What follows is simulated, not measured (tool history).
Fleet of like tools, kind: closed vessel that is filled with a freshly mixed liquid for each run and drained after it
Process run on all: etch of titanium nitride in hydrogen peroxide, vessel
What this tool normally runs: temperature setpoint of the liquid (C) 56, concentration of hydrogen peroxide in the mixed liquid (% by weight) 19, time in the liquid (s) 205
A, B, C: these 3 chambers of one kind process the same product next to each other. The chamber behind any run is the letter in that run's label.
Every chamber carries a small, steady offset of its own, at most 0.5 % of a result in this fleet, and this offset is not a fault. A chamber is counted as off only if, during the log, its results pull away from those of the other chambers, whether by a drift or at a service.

run,hour,temperature setpoint of the liquid (C),concentration of hydrogen peroxide in the mixed liquid (% by weight),time in the liquid (s),hours since the thermometer was replaced,hours since the peroxide flow meter was replaced,hours since the drum of peroxide was connected,"read-back film thickness of the titanium nitride reference wafer, read on the same gauge (nm)",thickness taken off the titanium nitride on a monitor wafer (nm)
# hour 1.4: chamber C: thermometer replaced
1C,6.7,56,19,205,5.4,779.3,515.1,110.01,18.344
2B,18.7,56,19,205,180.3,326.4,416.3,110,18.47
3A,28,56,19,205,173.5,495.8,637.9,110.01,18.522
4A,36.1,56,19,205,181.6,503.9,646,110.01,18.459
5C,44.5,56,19,205,43.2,817.1,552.9,109.98,18.566
6B,54.1,61.5,13.5,205,215.7,361.8,451.7,109.99,24.846
7A,62.3,61.5,13.5,205,207.8,530.1,672.2,110,25.295
8B,75.2,61.5,13.5,205,236.8,382.9,472.8,110,25.401
9C,87,56,19,205,85.7,859.6,595.4,110,18.435
10A,95.3,56,19,205,240.8,563.1,705.2,110,18.831
11C,102.3,56,23,110,101,874.9,610.7,109.99,10.364
12B,108.6,56,23,110,270.2,416.3,506.2,109.99,10.559
13C,118.4,56,23,110,117.1,891,626.8,110,10.373
14B,127.8,56,19,205,289.4,435.5,525.4,110.01,18.438
15A,137.6,56,19,205,283.1,605.4,747.5,110,19.155
16C,144.4,56,19,205,143.1,917,652.8,110,18.671
17B,156.1,56,19,205,317.7,463.8,553.7,110,18.513
18A,162.1,56,19,205,307.6,629.9,772,110,19.542
19C,169.9,62.5,19,300,168.6,942.5,678.3,110.01,41.923
20A,178.9,62.5,19,300,324.4,646.7,788.8,110,44.696
21B,190.5,62.5,19,300,352.1,498.2,588.1,110,42.979
22C,203.5,56,19,205,202.2,976.1,711.9,109.98,18.398
23A,210.7,56,19,205,356.2,678.5,820.6,110,20.156
24B,222.9,64.5,19,205,384.5,530.6,620.5,110.01,33.395
25C,228.8,64.5,19,205,227.5,1001.4,737.2,109.99,32.924
26B,237.2,64.5,19,205,398.8,544.9,634.8,110,33.232

The same settings go to every chamber for the next run, one line per chamber below. Forecast the results for each:
27A,246.8,56,14.5,205,,,,,?
27B,246.8,56,14.5,205,,,,,?
27C,246.8,56,14.5,205,,,,,?

run,thickness taken off the titanium nitride on a monitor wafer (nm)
27A,18.889
27B,17.461
27C,17.721
